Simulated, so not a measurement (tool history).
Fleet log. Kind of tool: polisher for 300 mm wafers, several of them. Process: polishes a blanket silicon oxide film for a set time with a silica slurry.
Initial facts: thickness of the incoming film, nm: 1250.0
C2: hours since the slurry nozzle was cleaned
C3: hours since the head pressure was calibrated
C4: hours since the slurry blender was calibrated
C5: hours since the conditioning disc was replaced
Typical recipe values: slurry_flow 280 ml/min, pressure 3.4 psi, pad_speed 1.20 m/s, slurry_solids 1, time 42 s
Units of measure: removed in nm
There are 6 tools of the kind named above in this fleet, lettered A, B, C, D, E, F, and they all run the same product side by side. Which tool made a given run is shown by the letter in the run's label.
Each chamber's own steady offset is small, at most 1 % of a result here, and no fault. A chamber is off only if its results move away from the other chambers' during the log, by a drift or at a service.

Run 1B, hour 4.3: usual settings; wafers polished on this pad 376; C2 198.4; C3 83.7; C4 271.8; C5 236.0. Result: removed 114.31 nm.
Run 2C, hour 11.2: usual settings; wafers polished on this pad 275; C2 210.5; C3 1045.4; C4 195.6; C5 121.9. Result: removed 113.85 nm.
At hour 15.7: chamber E: worn pad replaced by a new one.
Run 3D, hour 15.8: usual settings; wafers polished on this pad 548; C2 592.5; C3 995.2; C4 105.3; C5 62.1. Result: removed 117.26 nm.
At hour 16.7: chamber B: conditioning disc replaced and pad reconditioned.
Run 4E, hour 20.4: usual settings; wafers polished on this pad 62; C2 593.8; C3 47.3; C4 56.4; C5 62.4. Result: removed 110.87 nm.
At hour 20.9: chamber A: worn pad replaced by a new one.
Run 5F, hour 26.2: usual settings; wafers polished on this pad 552; C2 400.3; C3 633.6; C4 65.8; C5 132.0. Result: removed 116.05 nm.
At hour 26.4: chamber A: conditioning disc replaced and pad reconditioned.
Run 6A, hour 30.4: usual settings; wafers polished on this pad 125; C2 243.6; C3 49.1; C4 153.5; C5 4.0. Result: removed 114.10 nm.
At hour 31.0: chamber E: slurry nozzle cleaned.
Run 7F, hour 35.3: usual settings; wafers polished on this pad 672; C2 409.4; C3 642.7; C4 74.9; C5 141.1. Result: removed 115.29 nm.
Run 8D, hour 39.7: usual settings; wafers polished on this pad 860; C2 616.4; C3 1019.1; C4 129.2; C5 86.0. Result: removed 114.59 nm.
At hour 43.6: chamber B: worn pad replaced by a new one.
Run 9B, hour 44.7: usual settings but slurry_flow 330 ml/min; wafers polished on this pad 14; C2 238.8; C3 124.1; C4 312.2; C5 28.0. Result: removed 116.37 nm.
At hour 45.1: chamber F: worn pad replaced by a new one.
At hour 45.2: chamber B: slurry blender recalibrated.
Run 10A, hour 50.0: usual settings but slurry_flow 330 ml/min; wafers polished on this pad 381; C2 263.2; C3 68.7; C4 173.1; C5 23.6. Result: removed 113.38 nm.
Run 11C, hour 54.9: usual settings but slurry_flow 330 ml/min; wafers polished on this pad 847; C2 254.2; C3 1089.1; C4 239.3; C5 165.6. Result: removed 115.06 nm.
At hour 55.3: chamber C: worn pad replaced by a new one.
Run 12E, hour 58.8: usual settings but slurry_flow 330 ml/min; wafers polished on this pad 565; C2 27.9; C3 85.7; C4 94.8; C5 100.8. Result: removed 112.38 nm.
At hour 61.7: chamber F: conditioning disc replaced and pad reconditioned.
At hour 64.0: chamber A: slurry blender recalibrated.
Run 13B, hour 64.4: usual settings but slurry_flow 330 ml/min; wafers polished on this pad 272; C2 258.5; C3 143.8; C4 19.2; C5 47.7. Result: removed 113.65 nm.
At hour 67.0: chamber A: worn pad replaced by a new one.
Run 14C, hour 68.0: usual settings but slurry_flow 330 ml/min; wafers polished on this pad 166; C2 267.3; C3 1102.2; C4 252.4; C5 178.7. Result: removed 117.36 nm.
Run 15A, hour 74.9: usual settings; wafers polished on this pad 103; C2 288.1; C3 93.6; C4 11.0; C5 48.5. Result: removed 114.07 nm.
Run 16D, hour 78.7: usual settings; wafers polished on this pad 1371; C2 655.4; C3 1058.1; C4 168.2; C5 125.0. Result: removed 114.94 nm.
At hour 82.1: chamber E: worn pad replaced by a new one.
At hour 82.2: chamber C: slurry blender recalibrated.
Run 17F, hour 84.9: usual settings but pad_speed 1.06 m/s; wafers polished on this pad 521; C2 459.0; C3 692.3; C4 124.5; C5 23.3. Result: removed 104.31 nm.
At hour 86.8: chamber D: worn pad replaced by a new one.
Run 18E, hour 87.8: usual settings but pad_speed 1.06 m/s; wafers polished on this pad 75; C2 56.9; C3 114.7; C4 123.8; C5 129.8. Result: removed 101.87 nm.
At hour 90.0: chamber C: head pressure recalibrated.
Run 19F, hour 93.6: usual settings but pad_speed 1.06 m/s; wafers polished on this pad 635; C2 467.7; C3 701.0; C4 133.2; C5 32.0. Result: removed 102.29 nm.
Run 20A, hour 98.8: usual settings but pad_speed 1.06 m/s; wafers polished on this pad 416; C2 312.0; C3 117.5; C4 34.9; C5 72.4. Result: removed 102.88 nm.
At hour 99.7: chamber D: slurry nozzle cleaned.
Run 21B, hour 102.8: usual settings but pad_speed 1.06 m/s; wafers polished on this pad 775; C2 296.9; C3 182.2; C4 57.6; C5 86.1. Result: removed 101.54 nm.
Run 22C, hour 106.2: usual settings but pad_speed 1.06 m/s; wafers polished on this pad 667; C2 305.5; C3 16.3; C4 24.0; C5 216.9. Result: removed 103.00 nm.
At hour 106.5: chamber C: slurry nozzle cleaned.
At hour 106.7: chamber F: worn pad replaced by a new one.
Run 23D, hour 109.7: usual settings; wafers polished on this pad 300; C2 10.1; C3 1089.1; C4 199.2; C5 156.0. Result: removed 115.37 nm.
At hour 109.8: chamber C: worn pad replaced by a new one.
At hour 110.6: chamber A: worn pad replaced by a new one.
Run 24E, hour 115.3: usual settings; wafers polished on this pad 435; C2 84.4; C3 142.2; C4 151.3; C5 157.3. Result: removed 110.14 nm.
At hour 119.9: chamber A: conditioning disc replaced and pad reconditioned.
Run 25B, hour 121.7: usual settings; wafers polished on this pad 1023; C2 315.8; C3 201.1; C4 76.5; C5 105.0. Result: removed 112.06 nm.
At hour 124.0: chamber B: worn pad replaced by a new one.
Run 26E, hour 127.0: usual settings; wafers polished on this pad 588; C2 96.1; C3 153.9; C4 163.0; C5 169.0. Result: removed 109.96 nm.
Run 27F, hour 130.2: usual settings; wafers polished on this pad 308; C2 504.3; C3 737.6; C4 169.8; C5 68.6. Result: removed 112.01 nm.
Run 28C, hour 135.0: usual settings but slurry_flow 340 ml/min, pad_speed 1.38 m/s; wafers polished on this pad 330; C2 28.6; C3 45.1; C4 52.8; C5 245.7. Result: removed 129.45 nm.
Run 29D, hour 141.6: usual settings but slurry_flow 340 ml/min, pad_speed 1.38 m/s; wafers polished on this pad 717; C2 42.0; C3 1121.0; C4 231.1; C5 187.9. Result: removed 130.79 nm.
Run 30A, hour 146.7: usual settings but slurry_flow 340 ml/min, pad_speed 1.38 m/s; wafers polished on this pad 472; C2 359.9; C3 165.4; C4 82.8; C5 26.8. Result: removed 130.25 nm.
At hour 152.8: chamber E: worn pad replaced by a new one.
Run 31B, hour 153.5: usual settings but slurry_flow 340 ml/min, pad_speed 1.38 m/s; wafers polished on this pad 386; C2 347.6; C3 232.9; C4 108.3; C5 136.8. Result: removed 130.77 nm.
At hour 156.0: chamber D: conditioning disc replaced and pad reconditioned.
At hour 159.2: chamber F: slurry nozzle cleaned.
Run 32F, hour 159.8: usual settings but slurry_flow 340 ml/min, pad_speed 1.38 m/s; wafers polished on this pad 695; C2 0.6; C3 767.2; C4 199.4; C5 98.2. Result: removed 127.72 nm.
At hour 160.9: chamber E: conditioning disc replaced and pad reconditioned.
At hour 163.2: chamber F: worn pad replaced by a new one.
At hour 164.5: chamber A: worn pad replaced by a new one.
Run 33E, hour 165.5: usual settings but slurry_flow 340 ml/min, pad_speed 1.38 m/s; wafers polished on this pad 166; C2 134.6; C3 192.4; C4 201.5; C5 4.7. Result: removed 120.91 nm.
Run 34D, hour 168.6: usual settings but pressure 3.8 psi, pad_speed 1.44 m/s; wafers polished on this pad 1071; C2 69.0; C3 1148.0; C4 258.1; C5 12.6. Result: removed 147.21 nm.
At hour 169.0: chamber C: worn pad replaced by a new one.
Run 35C, hour 174.6: usual settings but pressure 3.8 psi, pad_speed 1.44 m/s; wafers polished on this pad 74; C2 68.2; C3 84.7; C4 92.4; C5 285.3. Result: removed 149.58 nm.
Run 36A, hour 180.4: usual settings but pressure 3.8 psi, pad_speed 1.44 m/s; wafers polished on this pad 209; C2 393.6; C3 199.1; C4 116.5; C5 60.5. Result: removed 148.04 nm.
Run 37A, hour 186.0: usual settings but pressure 3.8 psi, pad_speed 1.44 m/s; wafers polished on this pad 282; C2 399.2; C3 204.7; C4 122.1; C5 66.1. Result: removed 145.99 nm.
At hour 188.0: chamber B: worn pad replaced by a new one.
Run 38B, hour 189.8: usual settings but pressure 3.8 psi, pad_speed 1.44 m/s; wafers polished on this pad 23; C2 383.9; C3 269.2; C4 144.6; C5 173.1. Result: removed 142.51 nm.
Run 39F, hour 195.4: usual settings but pressure 3.8 psi, pad_speed 1.44 m/s; wafers polished on this pad 421; C2 36.2; C3 802.8; C4 235.0; C5 133.8. Result: removed 142.23 nm.
Run 40C, hour 200.5: usual settings; wafers polished on this pad 413; C2 94.1; C3 110.6; C4 118.3; C5 311.2. Result: removed 114.38 nm.
Run 41E, hour 205.2: usual settings; wafers polished on this pad 686; C2 174.3; C3 232.1; C4 241.2; C5 44.4. Result: removed 102.64 nm.

Does one chamber stand apart from the rest, does the shared gauge drift, or is all well apart from small per-chamber offsets? Give the chamber and the most likely cause, where there is one.

It is chamber E that slowly wanders off from its peers.
Likeliest cause: abrasive missing from the slurry, % = 21.1.
The log may not separate it from: head's pressure below its setpoint, %.

Which of the 4 candidates below, each the usual settings with something changed and its results left as question marks, puts chamber E back in line with what the other chambers give on the usual settings?
Allowed miss from the other chambers' usual-settings mean, per result, to count as in line: removed 4.900 nm
Run 42E-1, hour 210.1: usual settings but pressure 3.5 psi, pad_speed 1.24 m/s, time 44 s. Result: removed ?.
Run 42E-2, hour 210.1: usual settings but pressure 3.3 psi, pad_speed 1.16 m/s, time 40 s. Result: removed ?.
Run 42E-3, hour 210.1: usual settings but pad_speed 1.18 m/s, time 41 s. Result: removed ?.
Run 42E-4, hour 210.1: usual settings but pad_speed 1.22 m/s, time 43 s. Result: removed ?.

Average result of the remaining chambers running the usual settings: removed 113.900 nm
  run  removed
42E-1  111.510
42E-2   90.742
42E-3   97.091
42E-4  104.550
42E-1 is the one that brings the chamber's results back in line with the other chambers.
